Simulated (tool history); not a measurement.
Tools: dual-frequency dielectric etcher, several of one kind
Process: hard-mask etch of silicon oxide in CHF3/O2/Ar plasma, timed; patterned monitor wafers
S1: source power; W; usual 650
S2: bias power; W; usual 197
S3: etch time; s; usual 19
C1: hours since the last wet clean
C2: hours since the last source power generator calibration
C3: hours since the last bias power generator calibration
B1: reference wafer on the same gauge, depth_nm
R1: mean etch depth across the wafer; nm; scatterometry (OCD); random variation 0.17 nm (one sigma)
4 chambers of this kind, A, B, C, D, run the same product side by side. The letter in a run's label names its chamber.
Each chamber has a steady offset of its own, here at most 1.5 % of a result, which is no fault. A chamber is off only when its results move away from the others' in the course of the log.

{"run": "1C", "hour": 7.7, "S1": 650, "S2": 197, "S3": 19, "C1": 189.3, "C2": 28.3, "C3": 3066.4, "B1": 32.169, "R1": 39.735}
{"hour": 10.6, "done": "chamber A: source power generator calibrated"}
{"run": "2D", "hour": 12.5, "S1": 650, "S2": 197, "S3": 19, "C1": 304.9, "C2": 1247.8, "C3": 1363.3, "B1": 32.173, "R1": 39.997}
{"run": "3B", "hour": 23.0, "S1": 650, "S2": 197, "S3": 19, "C1": 25.5, "C2": 3169.1, "C3": 1946.9, "B1": 32.208, "R1": 40.136}
{"run": "4A", "hour": 28.7, "S1": 650, "S2": 197, "S3": 19, "C1": 236.5, "C2": 18.2, "C3": 277, "B1": 32.179, "R1": 39.745}
{"run": "5A", "hour": 39.2, "S1": 650, "S2": 160, "S3": 19, "C1": 247, "C2": 28.7, "C3": 287.5, "B1": 32.194, "R1": 37.121}
{"hour": 45.5, "done": "chamber B: source power generator calibrated"}
{"run": "6D", "hour": 48.1, "S1": 650, "S2": 160, "S3": 19, "C1": 340.5, "C2": 1283.4, "C3": 1398.9, "B1": 32.228, "R1": 37.441}
{"run": "7B", "hour": 55.7, "S1": 650, "S2": 160, "S3": 19, "C1": 58.2, "C2": 10.3, "C3": 1979.6, "B1": 32.199, "R1": 37.673}
{"run": "8C", "hour": 64.5, "S1": 650, "S2": 160, "S3": 19, "C1": 246.1, "C2": 85.1, "C3": 3123.2, "B1": 32.199, "R1": 37.286}
{"run": "9B", "hour": 73.8, "S1": 650, "S2": 197, "S3": 19, "C1": 76.3, "C2": 28.4, "C3": 1997.7, "B1": 32.21, "R1": 40.193}
{"run": "10D", "hour": 80.5, "S1": 650, "S2": 197, "S3": 19, "C1": 372.9, "C2": 1315.8, "C3": 1431.3, "B1": 32.199, "R1": 39.958}
{"run": "11C", "hour": 87.1, "S1": 650, "S2": 197, "S3": 19, "C1": 268.7, "C2": 107.7, "C3": 3145.8, "B1": 32.212, "R1": 39.707}
{"run": "12A", "hour": 97.5, "S1": 650, "S2": 197, "S3": 19, "C1": 305.3, "C2": 87, "C3": 345.8, "B1": 32.244, "R1": 39.473}
{"run": "13D", "hour": 106.3, "S1": 650, "S2": 197, "S3": 19, "C1": 398.7, "C2": 1341.6, "C3": 1457.1, "B1": 32.185, "R1": 40.089}
{"run": "14B", "hour": 114.3, "S1": 650, "S2": 197, "S3": 19, "C1": 116.8, "C2": 68.9, "C3": 2038.2, "B1": 32.161, "R1": 40.579}
{"run": "15C", "hour": 120.7, "S1": 650, "S2": 197, "S3": 19, "C1": 302.3, "C2": 141.3, "C3": 3179.4, "B1": 32.242, "R1": 39.815}
{"run": "16A", "hour": 130.1, "S1": 650, "S2": 232, "S3": 19, "C1": 337.9, "C2": 119.6, "C3": 378.4, "B1": 32.181, "R1": 41.821}
{"run": "17D", "hour": 138.9, "S1": 650, "S2": 232, "S3": 19, "C1": 431.3, "C2": 1374.2, "C3": 1489.7, "B1": 32.208, "R1": 42.495}
{"run": "18A", "hour": 149.2, "S1": 650, "S2": 232, "S3": 19, "C1": 357, "C2": 138.7, "C3": 397.5, "B1": 32.193, "R1": 41.688}
{"run": "19C", "hour": 156.6, "S1": 650, "S2": 232, "S3": 19, "C1": 338.2, "C2": 177.2, "C3": 3215.3, "B1": 32.193, "R1": 42.022}
{"hour": 157.7, "done": "chamber D: wet clean of the chamber"}
{"run": "20B", "hour": 165.5, "S1": 650, "S2": 197, "S3": 19, "C1": 168, "C2": 120.1, "C3": 2089.4, "B1": 32.193, "R1": 40.131}
{"run": "21D", "hour": 171.6, "S1": 650, "S2": 149, "S3": 23.5, "C1": 13.9, "C2": 1406.9, "C3": 1522.4, "B1": 32.199, "R1": 47.011}
{"run": "22B", "hour": 181.6, "S1": 650, "S2": 149, "S3": 23.5, "C1": 184.1, "C2": 136.2, "C3": 2105.5, "B1": 32.205, "R1": 45.078}
{"run": "23C", "hour": 189.9, "S1": 650, "S2": 149, "S3": 23.5, "C1": 371.5, "C2": 210.5, "C3": 3248.6, "B1": 32.175, "R1": 44.999}
{"run": "24A", "hour": 197.7, "S1": 650, "S2": 149, "S3": 23.5, "C1": 405.5, "C2": 187.2, "C3": 446, "B1": 32.209, "R1": 44.465}
{"run": "25A", "hour": 204.9, "S1": 650, "S2": 197, "S3": 19, "C1": 412.7, "C2": 194.4, "C3": 453.2, "B1": 32.208, "R1": 39.624}
{"run": "26D", "hour": 210.6, "S1": 650, "S2": 197, "S3": 19, "C1": 52.9, "C2": 1445.9, "C3": 1561.4, "B1": 32.212, "R1": 41.964}
{"run": "27B", "hour": 216.4, "S1": 650, "S2": 231, "S3": 22, "C1": 218.9, "C2": 171, "C3": 2140.3, "B1": 32.189, "R1": 48.922}
{"hour": 222.9, "done": "chamber C: wet clean of the chamber"}
{"run": "28C", "hour": 224.0, "S1": 650, "S2": 231, "S3": 22, "C1": 1.2, "C2": 244.6, "C3": 3282.7, "B1": 32.152, "R1": 48.823}
{"run": "29A", "hour": 229.8, "S1": 650, "S2": 231, "S3": 22, "C1": 437.6, "C2": 219.3, "C3": 478.1, "B1": 32.178, "R1": 48.725}
{"run": "30D", "hour": 239.0, "S1": 650, "S2": 231, "S3": 22, "C1": 81.3, "C2": 1474.3, "C3": 1589.8, "B1": 32.196, "R1": 51.682}
{"run": "31C", "hour": 247.4, "S1": 650, "S2": 197, "S3": 19, "C1": 24.6, "C2": 268, "C3": 3306.1, "B1": 32.161, "R1": 39.734}
{"hour": 256.2, "done": "chamber A: wet clean of the chamber"}
{"run": "32B", "hour": 257.3, "S1": 650, "S2": 197, "S3": 19, "C1": 259.8, "C2": 211.9, "C3": 2181.2, "B1": 32.158, "R1": 39.848}
{"run": "33A", "hour": 265.4, "S1": 650, "S2": 197, "S3": 19, "C1": 9.2, "C2": 254.9, "C3": 513.7, "B1": 32.169, "R1": 39.26}

All 4 chambers run these settings next. Forecast each chamber's results:
{"run": "34A", "hour": 273.2, "S1": 650, "S2": 216, "S3": 19, "R1": "?"}
{"run": "34B", "hour": 273.2, "S1": 650, "S2": 216, "S3": 19, "R1": "?"}
{"run": "34C", "hour": 273.2, "S1": 650, "S2": 216, "S3": 19, "R1": "?"}
{"run": "34D", "hour": 273.2, "S1": 650, "S2": 216, "S3": 19, "R1": "?"}

run=34A R1=40.861
run=34B R1=41.411
run=34C R1=41.392
run=34D R1=43.166

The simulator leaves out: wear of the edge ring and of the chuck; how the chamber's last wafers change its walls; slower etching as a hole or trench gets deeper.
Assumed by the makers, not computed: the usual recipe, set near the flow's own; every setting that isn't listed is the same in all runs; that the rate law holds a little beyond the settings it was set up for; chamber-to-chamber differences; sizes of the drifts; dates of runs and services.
